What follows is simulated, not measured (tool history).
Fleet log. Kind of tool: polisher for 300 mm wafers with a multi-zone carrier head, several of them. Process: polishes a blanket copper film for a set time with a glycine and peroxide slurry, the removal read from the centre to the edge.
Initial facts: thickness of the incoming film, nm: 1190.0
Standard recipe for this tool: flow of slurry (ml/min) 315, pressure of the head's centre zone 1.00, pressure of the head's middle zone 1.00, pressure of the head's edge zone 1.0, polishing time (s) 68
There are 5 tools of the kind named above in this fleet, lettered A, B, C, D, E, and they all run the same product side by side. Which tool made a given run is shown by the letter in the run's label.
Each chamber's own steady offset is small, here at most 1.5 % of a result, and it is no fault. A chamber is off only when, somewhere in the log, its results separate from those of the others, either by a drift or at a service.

| run | hour | flow of slurry (ml/min) | pressure of the head's centre zone | pressure of the head's middle zone | pressure of the head's edge zone | polishing time (s) | film removed at the wafer's centre (Å) | film removed at mid-radius (Å) | film removed at the wafer's edge (Å) |
|---|---|---|---|---|---|---|---|---|---|
| 1C | 3.0 | 315 | 1.00 | 1.00 | 1.0 | 68 | 2440.9 | 2436.3 | 2438.0 |
|  | 3.8 | chamber C: worn pad replaced by a new one |
| 2E | 6.4 | 315 | 1.00 | 1.00 | 1.0 | 68 | 2434.9 | 2443.7 | 2467.4 |
|  | 8.0 | chamber E: worn pad replaced by a new one |
| 3D | 9.5 | 315 | 1.00 | 1.00 | 1.0 | 68 | 2429.9 | 2439.4 | 2383.6 |
| 4A | 14.6 | 315 | 1.00 | 1.00 | 1.0 | 68 | 2422.9 | 2511.0 | 2445.6 |
|  | 15.0 | chamber B: worn pad replaced by a new one |
| 5B | 18.4 | 315 | 1.00 | 1.00 | 1.0 | 68 | 2422.3 | 2486.4 | 2418.4 |
| 6D | 22.4 | 315 | 1.00 | 1.00 | 1.0 | 68 | 2452.7 | 2499.6 | 2396.4 |
| 7C | 27.8 | 315 | 1.00 | 1.00 | 1.0 | 68 | 2454.4 | 2448.4 | 2481.6 |
| 8E | 30.6 | 315 | 1.00 | 1.00 | 1.0 | 68 | 2455.6 | 2442.0 | 2434.3 |
| 9A | 33.5 | 315 | 1.00 | 1.00 | 1.0 | 68 | 2434.0 | 2425.1 | 2455.2 |
|  | 33.6 | chamber D: worn pad replaced by a new one |
| 10B | 36.7 | 315 | 1.06 | 0.95 | 1.0 | 68 | 2616.0 | 2402.2 | 2360.7 |
| 11C | 39.4 | 315 | 1.06 | 0.95 | 1.0 | 68 | 2623.3 | 2355.8 | 2433.2 |
|  | 40.6 | chamber E: slurry nozzle cleaned |
| 12D | 43.4 | 315 | 1.06 | 0.95 | 1.0 | 68 | 2640.8 | 2361.4 | 2419.2 |
| 13B | 46.6 | 315 | 1.06 | 0.95 | 1.0 | 68 | 2607.8 | 2294.8 | 2423.2 |
| 14E | 51.3 | 315 | 1.06 | 0.95 | 1.0 | 68 | 2545.4 | 2344.6 | 2503.6 |
| 15A | 56.6 | 315 | 1.00 | 1.00 | 1.0 | 68 | 2464.7 | 2430.3 | 2494.6 |
|  | 58.9 | chamber A: edge zone pressure recalibrated |
| 16D | 60.2 | 315 | 1.00 | 1.00 | 1.0 | 68 | 2453.1 | 2414.9 | 2450.4 |
|  | 61.1 | chamber A: worn pad replaced by a new one |
|  | 62.6 | chamber C: slurry nozzle cleaned |
| 17E | 64.7 | 315 | 1.00 | 1.00 | 1.0 | 68 | 2443.1 | 2478.3 | 2460.7 |
| 18B | 70.1 | 315 | 1.00 | 1.00 | 1.0 | 68 | 2454.6 | 2438.1 | 2419.3 |
| 19A | 73.0 | 315 | 1.00 | 1.00 | 1.0 | 68 | 2462.5 | 2459.4 | 2435.8 |
|  | 76.6 | chamber D: worn pad replaced by a new one |
| 20C | 76.8 | 315 | 1.00 | 1.00 | 1.0 | 68 | 2451.9 | 2446.1 | 2448.5 |
|  | 77.8 | chamber E: worn pad replaced by a new one |
| 21D | 80.1 | 315 | 1.00 | 1.00 | 1.0 | 68 | 2430.0 | 2475.7 | 2431.0 |
| 22C | 84.9 | 315 | 1.00 | 1.00 | 0.9 | 68 | 2464.4 | 2458.5 | 2364.1 |
|  | 85.9 | chamber C: edge zone pressure recalibrated |
|  | 88.6 | chamber C: worn pad replaced by a new one |
| 23B | 89.3 | 315 | 1.00 | 1.00 | 0.9 | 68 | 2444.6 | 2527.3 | 2264.4 |
| 24E | 92.8 | 315 | 1.00 | 1.00 | 0.9 | 68 | 2439.8 | 2462.1 | 2376.5 |
| 25A | 95.2 | 315 | 1.00 | 1.00 | 0.9 | 68 | 2447.9 | 2469.7 | 2274.9 |
| 26B | 97.9 | 315 | 1.00 | 1.00 | 0.9 | 68 | 2481.7 | 2439.2 | 2260.0 |
|  | 98.4 | chamber B: worn pad replaced by a new one |
| 27A | 101.9 | 315 | 0.95 | 1.00 | 1.0 | 68 | 2327.9 | 2434.9 | 2465.6 |
| 28C | 106.1 | 315 | 0.95 | 1.00 | 1.0 | 68 | 2339.2 | 2466.8 | 2423.2 |
| 29D | 111.4 | 315 | 0.95 | 1.00 | 1.0 | 68 | 2319.5 | 2454.7 | 2522.8 |
|  | 112.8 | chamber A: slurry nozzle cleaned |
| 30E | 116.0 | 315 | 0.95 | 1.00 | 1.0 | 68 | 2286.8 | 2490.1 | 2464.7 |
|  | 116.5 | chamber B: slurry nozzle cleaned |
| 31A | 121.0 | 315 | 0.95 | 1.00 | 1.0 | 68 | 2355.4 | 2474.7 | 2459.9 |
|  | 123.2 | chamber D: worn pad replaced by a new one |
| 32B | 124.0 | 315 | 1.00 | 1.00 | 1.0 | 68 | 2406.7 | 2481.2 | 2446.0 |
| 33C | 126.9 | 315 | 1.00 | 1.00 | 1.0 | 68 | 2480.1 | 2435.4 | 2439.5 |
| 34E | 132.0 | 315 | 1.00 | 1.00 | 1.0 | 68 | 2440.5 | 2478.9 | 2514.9 |
| 35D | 136.1 | 315 | 0.91 | 0.95 | 1.0 | 68 | 2186.7 | 2321.2 | 2469.4 |
| 36D | 140.4 | 315 | 0.91 | 0.95 | 1.0 | 68 | 2186.1 | 2345.8 | 2465.1 |
| 37E | 145.2 | 315 | 0.91 | 0.95 | 1.0 | 68 | 2159.6 | 2378.3 | 2498.9 |
| 38C | 147.9 | 315 | 0.91 | 0.95 | 1.0 | 68 | 2206.5 | 2301.4 | 2487.4 |
| 39A | 151.0 | 315 | 0.91 | 0.95 | 1.0 | 68 | 2233.3 | 2340.4 | 2506.8 |
| 40B | 153.6 | 315 | 1.00 | 1.00 | 1.0 | 68 | 2425.7 | 2519.1 | 2406.4 |
| 41D | 157.9 | 315 | 1.00 | 1.00 | 1.0 | 68 | 2451.4 | 2452.0 | 2378.2 |
| 42B | 163.0 | 315 | 1.00 | 1.00 | 1.0 | 68 | 2461.6 | 2427.4 | 2377.0 |

All 5 chambers run these settings next. Forecast each chamber's results:
| 43A | 167.0 | 315 | 1.00 | 1.00 | 1.0 | 68 | ? | ? | ? |
| 43B | 167.0 | 315 | 1.00 | 1.00 | 1.0 | 68 | ? | ? | ? |
| 43C | 167.0 | 315 | 1.00 | 1.00 | 1.0 | 68 | ? | ? | ? |
| 43D | 167.0 | 315 | 1.00 | 1.00 | 1.0 | 68 | ? | ? | ? |
| 43E | 167.0 | 315 | 1.00 | 1.00 | 1.0 | 68 | ? | ? | ? |

| run | film removed at the wafer's centre (Å) | film removed at mid-radius (Å) | film removed at the wafer's edge (Å) |
|---|---|---|---|
| 43A | 2493.6 | 2422.2 | 2453.0 |
| 43B | 2444.8 | 2461.6 | 2406.9 |
| 43C | 2456.9 | 2448.2 | 2513.7 |
| 43D | 2464.9 | 2484.5 | 2413.6 |
| 43E | 2435.9 | 2454.2 | 2444.5 |
